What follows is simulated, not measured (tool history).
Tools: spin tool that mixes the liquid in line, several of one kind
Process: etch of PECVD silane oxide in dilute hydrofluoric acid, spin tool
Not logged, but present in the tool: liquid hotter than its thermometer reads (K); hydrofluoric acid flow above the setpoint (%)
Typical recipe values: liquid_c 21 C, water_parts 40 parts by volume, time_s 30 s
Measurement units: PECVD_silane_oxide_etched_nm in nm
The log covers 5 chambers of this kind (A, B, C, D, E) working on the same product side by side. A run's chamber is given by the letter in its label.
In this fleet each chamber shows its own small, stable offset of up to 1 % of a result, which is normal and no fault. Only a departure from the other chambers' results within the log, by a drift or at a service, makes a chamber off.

run     day  liquid_c  water_parts  time_s  hours since the thermometer was replaced  hours since the hydrofluoric acid flow meter was replaced  read-back film thickness of the PECVD silane oxide reference wafer, read on the same gauge (nm)  PECVD_silane_oxide_etched_nm
 1C   0.296        21           40      30                                     394.7                                                      989.7                                                                                           120.02                        31.623
 2D   0.471        21           40      30                                     663.9                                                      282.6                                                                                           119.99                         31.79
 3B   0.842        21           40      30                                     138.7                                                      961.6                                                                                           120.04                        32.337
 4E   1.162        21           40      30                                     601.4                                                      476.2                                                                                           120.03                        31.175
 5A   1.362      24.5           20      30                                    1017.7                                                      113.7                                                                                           120.01                        75.091
 6C   1.538      24.5           20      30                                     424.5                                                     1019.5                                                                                           119.98                        76.619
 7D   1.846      24.5           20      30                                     696.9                                                      315.6                                                                                              120                         75.32
 8A   2.046      24.5           20      30                                    1034.1                                                      130.1                                                                                              120                        75.624
 9B   2.229      24.5           20      30                                       172                                                      994.9                                                                                           120.02                        75.626
10E   2.462        21           40      30                                     632.6                                                      507.4                                                                                           120.04                        31.702
11C   2.825        21           40      30                                     455.4                                                     1050.4                                                                                           120.01                        31.446
12E   3.054        21           40      30                                     646.8                                                      521.6                                                                                           120.02                        31.535
13B   3.279        21           40      30                                     197.2                                                     1020.1                                                                                           119.97                        31.994
14D    3.55        21           40      30                                     737.8                                                      356.5                                                                                           120.03                        31.583
15A   3.783        21           40      30                                    1075.8                                                      171.8                                                                                              120                        32.122
16D   3.954        21           40      30                                     747.5                                                      366.2                                                                                           120.02                        32.288
17A   4.317        21           40      30                                    1088.6                                                      184.6                                                                                           120.04                        32.314
18E   4.554        21           40      30                                     682.8                                                      557.6                                                                                           120.01                        31.146
19C   4.817        21           40      30                                     503.2                                                     1098.2                                                                                              120                        32.196
20B   5.046        21           40      30                                     239.6                                                     1062.5                                                                                           120.02                        31.783
21E   5.233        21           40      30                                     699.1                                                      573.9                                                                                              120                        31.518
22D   5.396        21           40      30                                     782.1                                                      400.8                                                                                              120                        31.948
23C    5.65        21           40      30                                     523.2                                                     1118.2                                                                                           119.99                        32.423
24A   5.975        21           40      30                                    1128.4                                                      224.4                                                                                           119.99                        32.103
25B   6.229        21           40      30                                       268                                                     1090.9                                                                                           119.96                        32.492
26B   6.433        21           40      30                                     272.9                                                     1095.8                                                                                           120.02                        32.357
27C   6.738        21           40      30                                     549.3                                                     1144.3                                                                                           120.02                        32.675
      6.842  -- chamber A: thermometer replaced
28A   7.079        21           40      30                                       5.7                                                      250.9                                                                                           119.99                        31.812
29D   7.317        21           40      30                                     828.2                                                      446.9                                                                                           119.98                        31.347
30E   7.483        21           40      30                                     753.1                                                      627.9                                                                                           119.99                        31.505
31B   7.717        21           40      30                                     303.7                                                     1126.6                                                                                           120.02                        31.771
32C   7.892        17           40      35                                       577                                                       1172                                                                                           120.02                        32.131
33D   8.242        17           40      35                                     850.4                                                      469.1                                                                                           119.99                         31.23
34A   8.504        17           40      35                                      39.9                                                      285.1                                                                                           119.98                        31.206
35E   8.767        17           40      35                                     783.9                                                      658.7                                                                                           120.01                        30.584
36D   8.962        17           40      35                                     867.7                                                      486.4                                                                                           119.99                        31.375
37A   9.162        21           40      30                                      55.7                                                      300.9                                                                                           119.98                         31.79
38B   9.483        21           40      30                                     346.1                                                       1169                                                                                           120.03                        32.289
39C   9.788        21           40      30                                     622.5                                                     1217.5                                                                                           119.97                        33.093
40E    9.95        21           40      30                                     812.3                                                      687.1                                                                                           120.01                        31.757
41C  10.175        21           40      30                                     631.8                                                     1226.8                                                                                           120.03                         33.04
42E  10.533        21           40      30                                     826.3                                                      701.1                                                                                           120.02                        31.305
43D  10.762        21           40      30                                     910.9                                                      529.6                                                                                           119.99                        32.216
44B  11.021        21           40      30                                       383                                                     1205.9                                                                                           119.96                        32.379

For the next run the whole fleet of 5 chambers uses the same settings. Give each chamber's results:
45A  11.288        21           40      30                                                                                                                                                                                                                                   ?
45B  11.288        21           40      30                                                                                                                                                                                                                                   ?
45C  11.288        21           40      30                                                                                                                                                                                                                                   ?
45D  11.288        21           40      30                                                                                                                                                                                                                                   ?
45E  11.288        21           40      30                                                                                                                                                                                                                                   ?

run  PECVD_silane_oxide_etched_nm
45A                        32.527
45B                        32.438
45C                        33.513
45D                        31.921
45E                        31.366

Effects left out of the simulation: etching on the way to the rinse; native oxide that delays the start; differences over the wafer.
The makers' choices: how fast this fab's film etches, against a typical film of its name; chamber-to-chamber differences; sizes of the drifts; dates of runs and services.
